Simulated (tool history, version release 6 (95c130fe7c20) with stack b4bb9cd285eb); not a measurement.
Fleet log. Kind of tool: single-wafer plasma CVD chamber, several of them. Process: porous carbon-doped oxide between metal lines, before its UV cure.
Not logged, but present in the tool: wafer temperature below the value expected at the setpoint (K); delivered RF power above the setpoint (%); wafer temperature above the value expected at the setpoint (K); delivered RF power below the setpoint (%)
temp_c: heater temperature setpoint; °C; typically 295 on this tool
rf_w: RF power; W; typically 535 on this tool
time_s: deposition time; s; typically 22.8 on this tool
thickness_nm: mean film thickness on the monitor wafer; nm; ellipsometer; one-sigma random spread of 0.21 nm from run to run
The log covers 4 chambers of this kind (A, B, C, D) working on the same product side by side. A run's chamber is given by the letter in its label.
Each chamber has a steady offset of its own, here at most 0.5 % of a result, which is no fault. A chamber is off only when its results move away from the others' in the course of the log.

run	hour	temp_c	rf_w	time_s	hours since the last thermocouple change	hours since the last RF generator calibration	read-back reference wafer on the same gauge, thickness_nm	thickness_nm
1B	4.8	295	535	22.8	1365.5	994.7	159.97	133.65
2C	7.7	295	535	22.8	469.4	1680.3	160.10	133.78
3D	11.5	295	535	22.8	1398.3	58.8	160.04	134.54
4A	16.9	295	535	22.8	706.7	41.8	160.10	133.91
5A	21.4	295	535	22.8	711.2	46.3	160.13	133.34
6B	27.2	295	535	22.8	1387.9	1017.1	160.10	133.53
# hour 29.2: chamber B: thermocouple changed; heater temperature recalibrated
7D	30.9	295	535	22.8	1417.7	78.2	160.15	134.18
8C	34.7	295	535	22.8	496.4	1707.3	160.15	134.24
9C	38.8	295	580	22.8	500.5	1711.4	160.23	141.91
10D	41.5	295	580	22.8	1428.3	88.8	160.26	141.78
11A	46.3	295	580	22.8	736.1	71.2	160.27	140.90
12B	50.0	295	580	22.8	20.8	1039.9	160.34	141.63
13D	53.8	295	535	22.8	1440.6	101.1	160.31	134.49
14C	58.9	295	535	22.8	520.6	1731.5	160.30	134.43
15A	62.4	295	535	22.8	752.2	87.3	160.29	133.86
16B	65.9	295	535	25.3	36.7	1055.8	160.38	148.07
17A	70.5	295	535	25.3	760.3	95.4	160.38	148.21
18B	75.0	295	535	25.3	45.8	1064.9	160.48	148.01
19D	78.6	295	535	25.3	1465.4	125.9	160.40	148.69
20C	83.6	295	535	22.8	545.3	1756.2	160.41	134.18
21C	88.2	295	535	22.8	549.9	1760.8	160.57	134.61
22A	92.1	295	535	22.8	781.9	117.0	160.53	134.00
23B	95.6	295	535	22.8	66.4	1085.5	160.51	134.33
24D	98.6	295	535	22.8	1485.4	145.9	160.52	134.67
25B	104.6	295	535	22.8	75.4	1094.5	160.50	134.24
26C	107.9	295	535	22.8	569.6	1780.5	160.61	134.48
27D	113.1	295	535	22.8	1499.9	160.4	160.63	134.89
28A	116.8	295	535	22.8	806.6	141.7	160.63	134.02
29C	122.0	301	535	22.8	583.7	1794.6	160.73	129.94
30B	127.4	301	535	22.8	98.2	1117.3	160.78	129.60
31A	130.4	301	535	22.8	820.2	155.3	160.69	129.68
32D	134.6	301	535	22.8	1521.4	181.9	160.82	130.38
33B	138.8	295	535	22.8	109.6	1128.7	160.77	134.45
34C	144.1	295	535	22.8	605.8	1816.7	160.80	134.52
35A	148.6	295	535	22.8	838.4	173.5	160.84	134.41
36D	151.2	309	535	25.2	1538.0	198.5	160.85	137.39
37D	154.0	309	535	25.2	1540.8	201.3	160.84	137.56
38C	159.8	309	535	25.2	621.5	1832.4	160.88	137.05
39A	165.4	309	535	25.2	855.2	190.3	160.89	136.57
40B	171.1	295	535	22.8	141.9	1161.0	160.95	134.47
41B	176.5	295	535	22.8	147.3	1166.4	161.01	134.26

Each of the 4 chambers runs these same settings next. Fill in every chamber's results:
42A	180.8	295	535	22.8				?
42B	180.8	295	535	22.8				?
42C	180.8	295	535	22.8				?
42D	180.8	295	535	22.8				?

run	thickness_nm
42A	134.14
42B	134.34
42C	135.03
42D	135.25
